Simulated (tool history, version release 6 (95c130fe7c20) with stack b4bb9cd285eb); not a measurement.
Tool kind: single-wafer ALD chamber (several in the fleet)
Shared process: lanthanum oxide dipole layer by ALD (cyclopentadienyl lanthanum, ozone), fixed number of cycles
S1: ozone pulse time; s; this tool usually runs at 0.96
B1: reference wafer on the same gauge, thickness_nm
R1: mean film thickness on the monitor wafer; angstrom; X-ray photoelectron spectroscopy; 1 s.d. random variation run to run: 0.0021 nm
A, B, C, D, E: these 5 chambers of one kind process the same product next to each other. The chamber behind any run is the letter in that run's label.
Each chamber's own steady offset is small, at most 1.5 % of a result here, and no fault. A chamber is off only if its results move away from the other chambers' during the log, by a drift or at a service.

run   hour    S1       B1      R1
 1A    4.8  0.96  0.57300  4.9204
 2B    8.1  0.96  0.57301  4.8670
 3D   11.3  0.96  0.57266  4.9058
 4C   16.1  0.96  0.57266  4.9673
 5E   20.7  0.82  0.57265  4.6787
 6E   25.5  0.82  0.57319  4.6880
 7B   28.8  0.82  0.57264  4.6269
 8D   34.2  0.82  0.57255  4.6629
 9C   39.3  0.82  0.57321  4.7272
10A   44.7  0.96  0.57263  4.8407
11B   48.4  0.96  0.57287  4.9092
12D   52.1  0.96  0.57266  4.9655
13C   56.5  0.96  0.57206  4.9474
14A   59.9  0.96  0.57280  4.8377
      61.7  -- chamber D: ozone generator serviced
15E   63.9  0.96  0.57216  4.9758
16C   67.1  0.96  0.57334  4.9895
17B   71.1  1.28  0.57323  5.3091
18E   76.6  1.28  0.57309  5.3368
19D   80.2  1.28  0.57258  5.2897
20A   85.3  1.28  0.57337  5.2492
21C   88.6  1.28  0.57250  5.3720
22A   94.4  0.96  0.57355  4.8107
23E   98.1  0.96  0.57286  5.0111
24B  100.7  0.96  0.57278  4.8595
25D  106.1  0.96  0.57232  4.8955
26B  110.6  0.96  0.57307  4.8633
27C  114.0  0.96  0.57309  4.9644
28D  116.6  0.96  0.57283  4.9705
29E  119.3  0.96  0.57326  4.9786
     119.7  -- chamber E: ozone generator serviced
30A  124.4  0.96  0.57281  4.7759
31A  129.2  0.96  0.57326  4.7926
32B  131.9  0.96  0.57275  4.9010
33C  136.1  0.96  0.57342  4.9685
34D  140.7  0.96  0.57297  4.9457
35E  145.6  0.96  0.57334  4.9594
36C  150.7  0.96  0.57313  4.9401
37E  154.8  0.96  0.57301  4.9595
38A  157.6  1.20  0.57266  5.1409
39D  162.6  1.20  0.57325  5.2574
40B  165.3  1.20  0.57323  5.1851
41E  168.6  1.20  0.57293  5.3165
42B  173.8  1.20  0.57255  5.1892
43A  178.3  0.96  0.57336  4.7753
44D  183.2  0.96  0.57251  4.9619

Read the log: is a single chamber off, either drifting away or since a service, is the gauge that measures every chamber drifting, or is nothing wrong beyond small per-chamber offsets? Name any odd chamber and what most likely caused it.

Little by little, chamber A moves away from the other chambers.
What lies behind it: ozone dose below that of a generator just serviced (%) = 8.12.

Below are 4 candidate recipes for chamber A's next run, each the usual settings with a change, their results shown as question marks. Which of them brings A's results back in line with what the other chambers give on the usual settings?
In line means no further than this from the other chambers' mean on the usual settings: R1 0.0740 angstrom
45A-1  187.3  0.92       ?
45A-2  187.3  0.87       ?
45A-3  187.3  1.07       ?
45A-4  187.3  1.00       ?

Other chambers, usual settings, mean: R1 4.9345 angstrom
  run      R1
45A-1  4.6541
45A-2  4.5521
45A-3  4.9092
45A-4  4.7989
It is 45A-3 that realigns the chamber with its peers.
